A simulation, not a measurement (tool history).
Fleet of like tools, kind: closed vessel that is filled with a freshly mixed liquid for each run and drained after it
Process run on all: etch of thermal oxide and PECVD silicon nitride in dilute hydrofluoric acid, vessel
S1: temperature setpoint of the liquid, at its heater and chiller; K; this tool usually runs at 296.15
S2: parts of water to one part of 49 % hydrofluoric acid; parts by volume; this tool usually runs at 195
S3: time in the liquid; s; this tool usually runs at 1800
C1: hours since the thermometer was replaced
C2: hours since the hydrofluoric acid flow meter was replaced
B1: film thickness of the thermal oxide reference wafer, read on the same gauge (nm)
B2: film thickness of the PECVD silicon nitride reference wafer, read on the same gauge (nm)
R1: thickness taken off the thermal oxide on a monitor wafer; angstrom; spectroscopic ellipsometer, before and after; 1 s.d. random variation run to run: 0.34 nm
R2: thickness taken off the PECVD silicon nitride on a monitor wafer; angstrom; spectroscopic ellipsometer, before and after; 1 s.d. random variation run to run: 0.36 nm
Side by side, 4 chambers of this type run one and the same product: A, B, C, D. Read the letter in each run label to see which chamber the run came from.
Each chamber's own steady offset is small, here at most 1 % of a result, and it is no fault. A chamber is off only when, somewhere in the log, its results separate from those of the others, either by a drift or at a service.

Run 1D, hour 7.3: usual settings; C1 333.5; C2 83.3; B1 29.991; B2 130.03. Result: R1 391.36 angstrom, R2 366.67 angstrom.
Run 2C, hour 13.6: usual settings; C1 2778.5; C2 617.5; B1 30.018; B2 130.01. Result: R1 384.19 angstrom, R2 356.03 angstrom.
Run 3A, hour 23.9: usual settings; C1 144.9; C2 373.6; B1 30.028; B2 129.96. Result: R1 382.39 angstrom, R2 364.79 angstrom.
Run 4B, hour 32.3: usual settings; C1 288.1; C2 929.1; B1 29.967; B2 129.99. Result: R1 385.70 angstrom, R2 365.48 angstrom.
Run 5D, hour 40.7: usual settings; C1 366.9; C2 116.7; B1 29.985; B2 130.00. Result: R1 383.79 angstrom, R2 368.22 angstrom.
Run 6B, hour 48.4: usual settings; C1 304.2; C2 945.2; B1 29.999; B2 129.99. Result: R1 383.54 angstrom, R2 367.77 angstrom.
Run 7A, hour 58.2: usual settings but S1 300.15 K; C1 179.2; C2 407.9; B1 29.991; B2 130.00. Result: R1 446.29 angstrom, R2 459.31 angstrom.
Run 8C, hour 70.5: usual settings but S1 300.15 K; C1 2835.4; C2 674.4; B1 30.002; B2 129.99. Result: R1 441.29 angstrom, R2 462.60 angstrom.
Run 9C, hour 81.3: usual settings but S1 300.15 K; C1 2846.2; C2 685.2; B1 29.958; B2 130.02. Result: R1 442.42 angstrom, R2 464.92 angstrom.
Run 10D, hour 92.7: usual settings but S1 300.15 K; C1 418.9; C2 168.7; B1 29.977; B2 129.98. Result: R1 447.72 angstrom, R2 463.13 angstrom.
Run 11B, hour 101.5: usual settings; C1 357.3; C2 998.3; B1 29.998; B2 129.99. Result: R1 376.99 angstrom, R2 361.42 angstrom.
Run 12A, hour 113.1: usual settings; C1 234.1; C2 462.8; B1 30.042; B2 130.03. Result: R1 387.78 angstrom, R2 363.48 angstrom.
Run 13A, hour 119.2: usual settings; C1 240.2; C2 468.9; B1 29.989; B2 130.00. Result: R1 381.67 angstrom, R2 362.94 angstrom.
Run 14C, hour 131.3: usual settings; C1 2896.2; C2 735.2; B1 29.963; B2 130.01. Result: R1 384.03 angstrom, R2 361.01 angstrom.
Run 15B, hour 140.5: usual settings; C1 396.3; C2 1037.3; B1 30.025; B2 129.99. Result: R1 385.74 angstrom, R2 365.06 angstrom.
At hour 152.9: chamber B: hydrofluoric acid flow meter replaced.
Run 16D, hour 153.1: usual settings but S2 115 parts by volume, S3 945 s; C1 479.3; C2 229.1; B1 29.985; B2 130.02. Result: R1 384.02 angstrom, R2 323.99 angstrom.
Run 17A, hour 161.1: usual settings but S2 115 parts by volume, S3 945 s; C1 282.1; C2 510.8; B1 30.028; B2 130.01. Result: R1 372.06 angstrom, R2 314.95 angstrom.
Run 18D, hour 170.6: usual settings but S2 115 parts by volume, S3 945 s; C1 496.8; C2 246.6; B1 30.006; B2 130.02. Result: R1 382.95 angstrom, R2 324.73 angstrom.
Run 19B, hour 182.5: usual settings but S2 115 parts by volume, S3 945 s; C1 438.3; C2 29.7; B1 29.997; B2 130.00. Result: R1 375.01 angstrom, R2 322.38 angstrom.
Run 20C, hour 194.2: usual settings; C1 2959.1; C2 798.1; B1 30.030; B2 129.97. Result: R1 384.73 angstrom, R2 359.70 angstrom.
Run 21A, hour 202.0: usual settings; C1 323.0; C2 551.7; B1 29.990; B2 129.98. Result: R1 387.06 angstrom, R2 367.02 angstrom.
Run 22D, hour 213.0: usual settings; C1 539.2; C2 289.0; B1 29.997; B2 130.01. Result: R1 383.13 angstrom, R2 359.30 angstrom.
Run 23B, hour 219.3: usual settings but S1 300.15 K, S3 1295 s; C1 475.1; C2 66.5; B1 29.985; B2 129.98. Result: R1 320.17 angstrom, R2 331.85 angstrom.
Run 24C, hour 230.6: usual settings but S1 300.15 K, S3 1295 s; C1 2995.5; C2 834.5; B1 29.967; B2 129.99. Result: R1 323.32 angstrom, R2 336.44 angstrom.
Run 25C, hour 240.1: usual settings but S1 300.15 K, S3 1295 s; C1 3005.0; C2 844.0; B1 30.016; B2 130.02. Result: R1 316.33 angstrom, R2 338.02 angstrom.
Run 26A, hour 246.8: usual settings but S1 300.15 K, S3 1295 s; C1 367.8; C2 596.5; B1 30.034; B2 130.00. Result: R1 315.94 angstrom, R2 333.48 angstrom.
Run 27D, hour 255.9: usual settings but S2 110 parts by volume, S3 2850 s; C1 582.1; C2 331.9; B1 29.952; B2 129.95. Result: R1 1206.40 angstrom, R2 1031.00 angstrom.
Run 28B, hour 268.9: usual settings but S2 110 parts by volume, S3 2850 s; C1 524.7; C2 116.1; B1 29.966; B2 129.98. Result: R1 1195.50 angstrom, R2 1004.20 angstrom.
Run 29A, hour 276.8: usual settings but S2 110 parts by volume, S3 2850 s; C1 397.8; C2 626.5; B1 29.991; B2 130.00. Result: R1 1163.60 angstrom, R2 1004.50 angstrom.
Run 30D, hour 284.4: usual settings but S2 110 parts by volume, S3 2850 s; C1 610.6; C2 360.4; B1 30.000; B2 129.99. Result: R1 1208.10 angstrom, R2 994.45 angstrom.
Run 31C, hour 292.4: usual settings; C1 3057.3; C2 896.3; B1 30.016; B2 130.00. Result: R1 386.96 angstrom, R2 360.03 angstrom.
Run 32B, hour 301.0: usual settings; C1 556.8; C2 148.2; B1 29.986; B2 130.00. Result: R1 384.45 angstrom, R2 357.74 angstrom.
Run 33B, hour 313.7: usual settings but S2 255 parts by volume, S3 1190 s; C1 569.5; C2 160.9; B1 30.029; B2 129.98. Result: R1 180.88 angstrom, R2 188.29 angstrom.
Run 34D, hour 320.0: usual settings but S2 255 parts by volume, S3 1190 s; C1 646.2; C2 396.0; B1 29.982; B2 130.01. Result: R1 185.12 angstrom, R2 183.12 angstrom.
Run 35A, hour 331.7: usual settings but S2 255 parts by volume, S3 1190 s; C1 452.7; C2 681.4; B1 29.958; B2 129.99. Result: R1 183.41 angstrom, R2 182.72 angstrom.
Run 36C, hour 345.0: usual settings but S2 255 parts by volume, S3 1190 s; C1 3109.9; C2 948.9; B1 29.982; B2 130.00. Result: R1 182.36 angstrom, R2 182.36 angstrom.
Run 37A, hour 355.7: usual settings; C1 476.7; C2 705.4; B1 30.020; B2 130.03. Result: R1 388.42 angstrom, R2 362.68 angstrom.
Run 38D, hour 364.6: usual settings; C1 690.8; C2 440.6; B1 29.970; B2 130.02. Result: R1 388.55 angstrom, R2 363.52 angstrom.
Run 39B, hour 376.7: usual settings but S1 300.65 K, S2 105 parts by volume; C1 632.5; C2 223.9; B1 30.000; B2 129.99. Result: R1 938.28 angstrom, R2 904.56 angstrom.
Run 40C, hour 387.3: usual settings but S1 300.65 K, S2 105 parts by volume; C1 3152.2; C2 991.2; B1 30.015; B2 129.98. Result: R1 948.89 angstrom, R2 900.42 angstrom.
At hour 398.8: chamber C: thermometer replaced.
Run 41D, hour 398.8: usual settings but S1 300.65 K, S2 105 parts by volume; C1 725.0; C2 474.8; B1 30.037; B2 130.00. Result: R1 964.34 angstrom, R2 889.68 angstrom.
Run 42A, hour 405.4: usual settings but S1 300.65 K, S2 105 parts by volume; C1 526.4; C2 755.1; B1 30.023; B2 130.00. Result: R1 941.20 angstrom, R2 873.86 angstrom.
Run 43C, hour 413.4: usual settings; C1 14.7; C2 1017.3; B1 29.991; B2 129.99. Result: R1 387.45 angstrom, R2 366.82 angstrom.
Run 44B, hour 425.1: usual settings; C1 680.9; C2 272.3; B1 29.999; B2 130.03. Result: R1 388.20 angstrom, R2 362.55 angstrom.

Predict what each chamber gives when all 4 of them run the settings below next.
Run 45A, hour 434.9: usual settings but S3 2290 s. Result: R1 ?, R2 ?.
Run 45B, hour 434.9: usual settings but S3 2290 s. Result: R1 ?, R2 ?.
Run 45C, hour 434.9: usual settings but S3 2290 s. Result: R1 ?, R2 ?.
Run 45D, hour 434.9: usual settings but S3 2290 s. Result: R1 ?, R2 ?.

run      R1      R2
45A  485.36  462.12
45B  491.01  466.73
45C  487.93  462.59
45D  500.49  457.07

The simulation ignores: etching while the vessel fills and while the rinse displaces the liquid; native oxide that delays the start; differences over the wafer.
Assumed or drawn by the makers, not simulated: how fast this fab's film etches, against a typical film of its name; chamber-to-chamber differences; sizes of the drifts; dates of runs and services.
